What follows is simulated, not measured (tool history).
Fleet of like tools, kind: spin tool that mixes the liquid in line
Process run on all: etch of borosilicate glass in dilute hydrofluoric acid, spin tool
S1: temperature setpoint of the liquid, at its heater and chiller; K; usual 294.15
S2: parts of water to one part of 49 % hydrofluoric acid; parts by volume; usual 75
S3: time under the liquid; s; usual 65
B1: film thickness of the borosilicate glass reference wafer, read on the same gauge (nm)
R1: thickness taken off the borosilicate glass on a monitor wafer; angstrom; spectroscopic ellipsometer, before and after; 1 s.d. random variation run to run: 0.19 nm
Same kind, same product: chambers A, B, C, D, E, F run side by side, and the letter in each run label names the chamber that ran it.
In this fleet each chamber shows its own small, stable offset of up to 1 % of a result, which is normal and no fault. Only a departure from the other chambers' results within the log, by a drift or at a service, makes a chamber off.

run   hour      S1  S2  S3      B1      R1
       1.7  -- chamber F: hydrofluoric acid flow meter replaced
 1A   11.6  294.15  75  65  69.991  228.35
 2C   18.1  294.15  75  65  70.012  230.34
 3B   25.1  294.15  75  65  70.012  228.51
 4F     32  294.15  75  65  70.021  227.17
 5D   39.3  294.15  75  65  70.011  222.86
 6E     46  294.15  75  65  70.006  223.94
 7F   57.2  294.15  75  65  70.024   229.1
 8D   63.8  294.15  75  65  70.037  229.13
 9C   73.4  294.15  75  65   69.99  228.23
10B   80.1  294.15  75  65  70.019  231.12
11A   86.2  294.15  75  65  69.949  229.76
      92.7  -- chamber A: thermometer replaced
12E   99.1  294.15  75  65  70.023  229.92
13A  111.1  294.15  75  65   69.98   229.6
     116.3  -- chamber A: hydrofluoric acid flow meter replaced
14C    118  294.15  75  65  69.991  227.94
15D  125.5  294.15  75  65  70.043  228.51
16B  132.6  294.15  75  65  69.984  227.78
17F  141.2  294.15  75  65   69.95   224.5
18E  151.2  294.15  75  65  69.967  235.61
19D    161  294.15  75  65  69.988  225.98
20A  170.9  294.15  75  65  70.009  227.55
21C  182.6  290.15  75  90  69.994  271.29
22E  195.4  290.15  75  90  69.983  272.99
23F  205.9  290.15  75  90  70.011  264.18
24B  218.9  290.15  75  90   69.99  264.34
25C  226.1  290.15  75  90  69.971  270.83
26A  238.3  290.15  75  90  69.979  263.57
27D  246.5  294.15  75  65  69.997  225.46
28E  256.2  294.15  75  65  69.993  235.32
     265.9  -- chamber D: hydrofluoric acid flow meter replaced
29B  268.6  294.15  75  65  69.986  227.85
30F  277.8  294.15  75  65  70.007   231.5
31C  288.8  294.15  75  65  70.019  229.92
32F  294.8  294.15  75  65  69.967  225.76
33B  306.4  294.15  75  65  70.028  225.81
34D  317.4  294.15  75  65  70.023  229.91
35E    330  294.15  75  65  69.984  238.34
36A  342.8  294.15  75  65  69.999  228.14
37A  353.8  294.15  75  65  69.996  221.52
     354.9  -- chamber D: thermometer replaced
38F  365.8  294.15  75  65  69.991  229.91
39B  375.1  294.15  75  65  69.998  230.91
40C  385.7  294.15  75  65  69.955  233.71
41D  396.4  294.15  75  65  70.008  225.74

Next, every chamber runs the same settings. What will each give?
42A  406.2  294.15  75  65       ?
42B  406.2  294.15  75  65       ?
42C  406.2  294.15  75  65       ?
42D  406.2  294.15  75  65       ?
42E  406.2  294.15  75  65       ?
42F  406.2  294.15  75  65       ?

run      R1
42A  229.77
42B  231.54
42C  229.79
42D  231.13
42E  245.05
42F   231.3
